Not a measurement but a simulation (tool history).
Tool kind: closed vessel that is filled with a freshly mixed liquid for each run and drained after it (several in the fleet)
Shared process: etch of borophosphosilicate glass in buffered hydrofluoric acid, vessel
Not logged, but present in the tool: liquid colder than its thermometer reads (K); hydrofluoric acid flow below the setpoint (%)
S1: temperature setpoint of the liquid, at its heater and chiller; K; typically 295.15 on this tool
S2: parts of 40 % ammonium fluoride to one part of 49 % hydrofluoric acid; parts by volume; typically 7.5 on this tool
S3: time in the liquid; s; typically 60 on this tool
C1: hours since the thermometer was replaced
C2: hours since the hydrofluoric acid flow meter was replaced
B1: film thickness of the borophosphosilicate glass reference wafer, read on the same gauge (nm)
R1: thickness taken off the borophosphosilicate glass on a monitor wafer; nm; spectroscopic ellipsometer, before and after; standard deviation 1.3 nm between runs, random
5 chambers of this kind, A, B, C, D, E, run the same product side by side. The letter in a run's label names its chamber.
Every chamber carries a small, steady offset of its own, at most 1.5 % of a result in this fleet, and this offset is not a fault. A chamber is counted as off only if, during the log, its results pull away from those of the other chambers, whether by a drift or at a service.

{"hour": 2.5, "done": "chamber C: thermometer replaced"}
{"run": "1A", "hour": 6.6, "S1": 295.15, "S2": 7.5, "S3": 60, "C1": 297.4, "C2": 346.1, "B1": 80.003, "R1": 148.53}
{"run": "2D", "hour": 11.1, "S1": 295.15, "S2": 7.5, "S3": 60, "C1": 284.7, "C2": 607.8, "B1": 79.997, "R1": 144.58}
{"run": "3B", "hour": 18.7, "S1": 295.15, "S2": 7.5, "S3": 60, "C1": 1930.6, "C2": 626.8, "B1": 79.994, "R1": 146.18}
{"run": "4C", "hour": 23.0, "S1": 295.15, "S2": 7.5, "S3": 60, "C1": 20.6, "C2": 317.8, "B1": 79.984, "R1": 147.87}
{"run": "5E", "hour": 28.6, "S1": 295.15, "S2": 7.5, "S3": 60, "C1": 1290.2, "C2": 1459.3, "B1": 80.004, "R1": 144.81}
{"run": "6C", "hour": 33.2, "S1": 295.15, "S2": 7.5, "S3": 60, "C1": 30.8, "C2": 328.0, "B1": 79.995, "R1": 147.24}
{"hour": 36.9, "done": "chamber A: hydrofluoric acid flow meter replaced"}
{"run": "7B", "hour": 38.0, "S1": 295.15, "S2": 7.5, "S3": 60, "C1": 1949.9, "C2": 646.1, "B1": 79.986, "R1": 144.99}
{"run": "8A", "hour": 42.5, "S1": 292.15, "S2": 7.5, "S3": 35, "C1": 333.3, "C2": 5.6, "B1": 80.011, "R1": 73.968}
{"run": "9D", "hour": 50.3, "S1": 292.15, "S2": 7.5, "S3": 35, "C1": 323.9, "C2": 647.0, "B1": 79.992, "R1": 70.358}
{"run": "10E", "hour": 55.3, "S1": 292.15, "S2": 7.5, "S3": 35, "C1": 1316.9, "C2": 1486.0, "B1": 79.999, "R1": 69.933}
{"run": "11B", "hour": 60.4, "S1": 292.15, "S2": 7.5, "S3": 35, "C1": 1972.3, "C2": 668.5, "B1": 79.991, "R1": 72.156}
{"run": "12D", "hour": 67.5, "S1": 292.15, "S2": 7.5, "S3": 35, "C1": 341.1, "C2": 664.2, "B1": 80.014, "R1": 70.715}
{"run": "13C", "hour": 73.6, "S1": 295.15, "S2": 7.5, "S3": 60, "C1": 71.2, "C2": 368.4, "B1": 79.995, "R1": 146.39}
{"run": "14A", "hour": 80.2, "S1": 295.15, "S2": 7.5, "S3": 60, "C1": 371.0, "C2": 43.3, "B1": 79.997, "R1": 146.99}
{"run": "15E", "hour": 87.4, "S1": 295.15, "S2": 7.5, "S3": 60, "C1": 1349.0, "C2": 1518.1, "B1": 80.033, "R1": 143.8}
{"run": "16C", "hour": 93.9, "S1": 295.15, "S2": 7.5, "S3": 60, "C1": 91.5, "C2": 388.7, "B1": 79.972, "R1": 145.35}
{"run": "17E", "hour": 97.3, "S1": 295.15, "S2": 7.5, "S3": 60, "C1": 1358.9, "C2": 1528.0, "B1": 79.987, "R1": 144.22}
{"run": "18D", "hour": 103.1, "S1": 295.15, "S2": 7.5, "S3": 60, "C1": 376.7, "C2": 699.8, "B1": 79.991, "R1": 138.06}
{"run": "19B", "hour": 108.1, "S1": 295.15, "S2": 7.5, "S3": 60, "C1": 2020.0, "C2": 716.2, "B1": 80.001, "R1": 145.97}
{"run": "20A", "hour": 114.5, "S1": 295.15, "S2": 7.5, "S3": 60, "C1": 405.3, "C2": 77.6, "B1": 79.999, "R1": 146.49}
{"run": "21D", "hour": 120.9, "S1": 295.15, "S2": 7.5, "S3": 60, "C1": 394.5, "C2": 717.6, "B1": 80.002, "R1": 135.39}
{"run": "22E", "hour": 127.8, "S1": 295.15, "S2": 7.5, "S3": 60, "C1": 1389.4, "C2": 1558.5, "B1": 80.019, "R1": 147.36}
{"run": "23A", "hour": 135.6, "S1": 295.15, "S2": 7.5, "S3": 60, "C1": 426.4, "C2": 98.7, "B1": 79.985, "R1": 147.78}
{"run": "24C", "hour": 140.1, "S1": 295.15, "S2": 7.5, "S3": 60, "C1": 137.7, "C2": 434.9, "B1": 79.996, "R1": 144.18}
{"run": "25B", "hour": 147.6, "S1": 295.15, "S2": 7.5, "S3": 60, "C1": 2059.5, "C2": 755.7, "B1": 80.021, "R1": 145.34}
{"run": "26B", "hour": 151.4, "S1": 295.15, "S2": 7.5, "S3": 60, "C1": 2063.3, "C2": 759.5, "B1": 80.006, "R1": 147.59}
{"run": "27C", "hour": 158.4, "S1": 295.15, "S2": 7.5, "S3": 45, "C1": 156.0, "C2": 453.2, "B1": 79.981, "R1": 109.76}
{"run": "28E", "hour": 162.4, "S1": 295.15, "S2": 7.5, "S3": 45, "C1": 1424.0, "C2": 1593.1, "B1": 79.987, "R1": 107.53}
{"run": "29D", "hour": 168.8, "S1": 295.15, "S2": 7.5, "S3": 45, "C1": 442.4, "C2": 765.5, "B1": 80.034, "R1": 96.695}
{"run": "30A", "hour": 174.0, "S1": 295.15, "S2": 7.5, "S3": 45, "C1": 464.8, "C2": 137.1, "B1": 80.002, "R1": 110.09}
{"run": "31D", "hour": 180.9, "S1": 295.15, "S2": 7.5, "S3": 45, "C1": 454.5, "C2": 777.6, "B1": 79.997, "R1": 97.533}
{"run": "32E", "hour": 186.3, "S1": 295.15, "S2": 7.5, "S3": 60, "C1": 1447.9, "C2": 1617.0, "B1": 80.022, "R1": 146.96}

Does one chamber stand apart from the rest, does the shared gauge drift, or is all well apart from small per-chamber offsets? Give the chamber and the most likely cause, where there is one.

Little by little, chamber D moves away from the other chambers.
Cause: hydrofluoric acid flow below the setpoint (%) = 11.
Not necessarily distinguishable in this log from: liquid colder than its thermometer reads (K).

Here are 4 candidates for chamber D's next run, each the usual settings with a change, their results left as question marks. Which one brings its results back in line with what the others give on the usual settings?
In line here means within this much of the mean the other chambers give on the usual settings: R1 4.600 nm
{"run": "33D-1", "hour": 191.9, "S1": 296.15, "S2": 6.5, "S3": 60, "R1": "?"}
{"run": "33D-2", "hour": 191.9, "S1": 297.65, "S2": 7.5, "S3": 60, "R1": "?"}
{"run": "33D-3", "hour": 191.9, "S1": 292.65, "S2": 7.5, "S3": 60, "R1": "?"}
{"run": "33D-4", "hour": 191.9, "S1": 291.65, "S2": 7.5, "S3": 60, "R1": "?"}

The other chambers' mean on the usual settings: R1 145.880 nm
run=33D-1 R1=157.020
run=33D-2 R1=145.270
run=33D-3 R1=110.740
run=33D-4 R1=104.760
33D-2 brings the chamber back in line.
